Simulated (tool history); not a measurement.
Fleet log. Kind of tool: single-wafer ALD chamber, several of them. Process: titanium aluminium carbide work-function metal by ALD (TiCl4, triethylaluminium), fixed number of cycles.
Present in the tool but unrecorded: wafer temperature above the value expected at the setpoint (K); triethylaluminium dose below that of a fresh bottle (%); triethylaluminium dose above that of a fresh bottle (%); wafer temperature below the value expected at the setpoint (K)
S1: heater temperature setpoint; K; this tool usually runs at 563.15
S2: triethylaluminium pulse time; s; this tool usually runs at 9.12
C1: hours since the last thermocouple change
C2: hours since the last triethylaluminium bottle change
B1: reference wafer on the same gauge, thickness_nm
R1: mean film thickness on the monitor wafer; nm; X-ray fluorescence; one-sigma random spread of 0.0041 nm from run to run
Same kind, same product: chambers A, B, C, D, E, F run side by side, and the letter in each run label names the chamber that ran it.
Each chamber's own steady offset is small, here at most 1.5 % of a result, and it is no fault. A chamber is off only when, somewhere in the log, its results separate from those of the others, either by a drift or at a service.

{"run": "1D", "hour": 3.1, "S1": 563.15, "S2": 9.12, "C1": 1671.2, "C2": 600.1, "B1": 1.9699, "R1": 1.8742}
{"run": "2E", "hour": 7.4, "S1": 563.15, "S2": 9.12, "C1": 87.4, "C2": 10.2, "B1": 1.9687, "R1": 1.8927}
{"run": "3F", "hour": 10.8, "S1": 563.15, "S2": 9.12, "C1": 472.9, "C2": 94.2, "B1": 1.9702, "R1": 1.8802}
{"run": "4C", "hour": 16.0, "S1": 563.15, "S2": 9.12, "C1": 967.9, "C2": 922.6, "B1": 1.9693, "R1": 1.8886}
{"run": "5B", "hour": 18.8, "S1": 563.15, "S2": 9.12, "C1": 949.7, "C2": 200.2, "B1": 1.9691, "R1": 1.9152}
{"run": "6A", "hour": 22.3, "S1": 563.15, "S2": 9.12, "C1": 936.8, "C2": 329.0, "B1": 1.971, "R1": 1.8813}
{"run": "7B", "hour": 26.0, "S1": 563.15, "S2": 9.12, "C1": 956.9, "C2": 207.4, "B1": 1.9698, "R1": 1.917}
{"run": "8D", "hour": 30.6, "S1": 563.15, "S2": 9.12, "C1": 1698.7, "C2": 627.6, "B1": 1.9711, "R1": 1.8775}
{"run": "9A", "hour": 33.7, "S1": 563.15, "S2": 6.54, "C1": 948.2, "C2": 340.4, "B1": 1.9696, "R1": 1.763}
{"run": "10E", "hour": 36.6, "S1": 563.15, "S2": 6.54, "C1": 116.6, "C2": 39.4, "B1": 1.9694, "R1": 1.7599}
{"run": "11C", "hour": 40.0, "S1": 563.15, "S2": 6.54, "C1": 991.9, "C2": 946.6, "B1": 1.9701, "R1": 1.7755}
{"run": "12F", "hour": 44.5, "S1": 563.15, "S2": 6.54, "C1": 506.6, "C2": 127.9, "B1": 1.9711, "R1": 1.7623}
{"run": "13E", "hour": 48.0, "S1": 563.15, "S2": 6.54, "C1": 128.0, "C2": 50.8, "B1": 1.9697, "R1": 1.7612}
{"run": "14F", "hour": 50.7, "S1": 563.15, "S2": 6.54, "C1": 512.8, "C2": 134.1, "B1": 1.9698, "R1": 1.7678}
{"run": "15A", "hour": 54.5, "S1": 563.15, "S2": 10.57, "C1": 969.0, "C2": 361.2, "B1": 1.9688, "R1": 1.9131}
{"run": "16C", "hour": 59.2, "S1": 563.15, "S2": 10.57, "C1": 1011.1, "C2": 965.8, "B1": 1.97, "R1": 1.9265}
{"run": "17B", "hour": 63.7, "S1": 563.15, "S2": 10.57, "C1": 994.6, "C2": 245.1, "B1": 1.9701, "R1": 1.9518}
{"run": "18D", "hour": 68.0, "S1": 563.15, "S2": 10.57, "C1": 1736.1, "C2": 665.0, "B1": 1.9692, "R1": 1.9148}
{"run": "19A", "hour": 72.9, "S1": 563.15, "S2": 10.57, "C1": 987.4, "C2": 379.6, "B1": 1.9693, "R1": 1.9059}
{"run": "20C", "hour": 77.9, "S1": 563.15, "S2": 10.57, "C1": 1029.8, "C2": 984.5, "B1": 1.9698, "R1": 1.929}
{"run": "21B", "hour": 83.0, "S1": 550.15, "S2": 10.23, "C1": 1013.9, "C2": 264.4, "B1": 1.9705, "R1": 1.824}
{"run": "22F", "hour": 88.2, "S1": 550.15, "S2": 10.23, "C1": 550.3, "C2": 171.6, "B1": 1.9702, "R1": 1.8011}
{"run": "23E", "hour": 91.9, "S1": 550.15, "S2": 10.23, "C1": 171.9, "C2": 94.7, "B1": 1.9703, "R1": 1.7966}
{"run": "24D", "hour": 97.0, "S1": 550.15, "S2": 10.23, "C1": 1765.1, "C2": 694.0, "B1": 1.9684, "R1": 1.8013}
{"run": "25B", "hour": 101.0, "S1": 550.15, "S2": 10.23, "C1": 1031.9, "C2": 282.4, "B1": 1.9701, "R1": 1.833}
{"run": "26D", "hour": 105.3, "S1": 550.15, "S2": 10.23, "C1": 1773.4, "C2": 702.3, "B1": 1.9708, "R1": 1.7987}
{"run": "27A", "hour": 109.3, "S1": 563.15, "S2": 9.12, "C1": 1023.8, "C2": 416.0, "B1": 1.97, "R1": 1.8756}
{"run": "28E", "hour": 114.0, "S1": 563.15, "S2": 9.12, "C1": 194.0, "C2": 116.8, "B1": 1.9695, "R1": 1.8829}
{"run": "29C", "hour": 117.9, "S1": 563.15, "S2": 9.12, "C1": 1069.8, "C2": 1024.5, "B1": 1.9703, "R1": 1.8914}
{"run": "30F", "hour": 121.3, "S1": 563.15, "S2": 9.12, "C1": 583.4, "C2": 204.7, "B1": 1.9712, "R1": 1.885}
{"run": "31A", "hour": 124.4, "S1": 563.15, "S2": 9.12, "C1": 1038.9, "C2": 431.1, "B1": 1.9704, "R1": 1.8737}
{"run": "32D", "hour": 128.9, "S1": 563.15, "S2": 9.12, "C1": 1797.0, "C2": 725.9, "B1": 1.9698, "R1": 1.8832}
{"hour": 129.5, "done": "chamber C: triethylaluminium bottle replaced"}
{"run": "33E", "hour": 132.9, "S1": 563.15, "S2": 9.12, "C1": 212.9, "C2": 135.7, "B1": 1.9689, "R1": 1.8827}
{"run": "34F", "hour": 137.4, "S1": 563.15, "S2": 12.05, "C1": 599.5, "C2": 220.8, "B1": 1.9699, "R1": 1.9351}
{"run": "35B", "hour": 142.2, "S1": 563.15, "S2": 12.05, "C1": 1073.1, "C2": 323.6, "B1": 1.9705, "R1": 1.9666}
{"run": "36C", "hour": 146.2, "S1": 563.15, "S2": 12.05, "C1": 1098.1, "C2": 16.7, "B1": 1.9704, "R1": 1.9548}
{"run": "37D", "hour": 151.1, "S1": 563.15, "S2": 12.05, "C1": 1819.2, "C2": 748.1, "B1": 1.9697, "R1": 1.9391}
{"run": "38F", "hour": 154.5, "S1": 563.15, "S2": 12.05, "C1": 616.6, "C2": 237.9, "B1": 1.9705, "R1": 1.9374}
{"run": "39E", "hour": 157.8, "S1": 563.15, "S2": 12.05, "C1": 237.8, "C2": 160.6, "B1": 1.9695, "R1": 1.9439}
{"run": "40C", "hour": 161.1, "S1": 563.15, "S2": 9.12, "C1": 1113.0, "C2": 31.6, "B1": 1.9701, "R1": 1.9011}
{"run": "41A", "hour": 164.5, "S1": 563.15, "S2": 9.12, "C1": 1079.0, "C2": 471.2, "B1": 1.9692, "R1": 1.8741}
{"run": "42B", "hour": 167.8, "S1": 563.15, "S2": 9.12, "C1": 1098.7, "C2": 349.2, "B1": 1.969, "R1": 1.9065}
{"run": "43B", "hour": 171.1, "S1": 563.15, "S2": 9.12, "C1": 1102.0, "C2": 352.5, "B1": 1.9696, "R1": 1.913}

Predict what each chamber gives when all 6 of them run the settings below next.
{"run": "44A", "hour": 174.8, "S1": 563.15, "S2": 7.28, "R1": "?"}
{"run": "44B", "hour": 174.8, "S1": 563.15, "S2": 7.28, "R1": "?"}
{"run": "44C", "hour": 174.8, "S1": 563.15, "S2": 7.28, "R1": "?"}
{"run": "44D", "hour": 174.8, "S1": 563.15, "S2": 7.28, "R1": "?"}
{"run": "44E", "hour": 174.8, "S1": 563.15, "S2": 7.28, "R1": "?"}
{"run": "44F", "hour": 174.8, "S1": 563.15, "S2": 7.28, "R1": "?"}

run=44A R1=1.8039
run=44B R1=1.8381
run=44C R1=1.8280
run=44D R1=1.8013
run=44E R1=1.8200
run=44F R1=1.8182
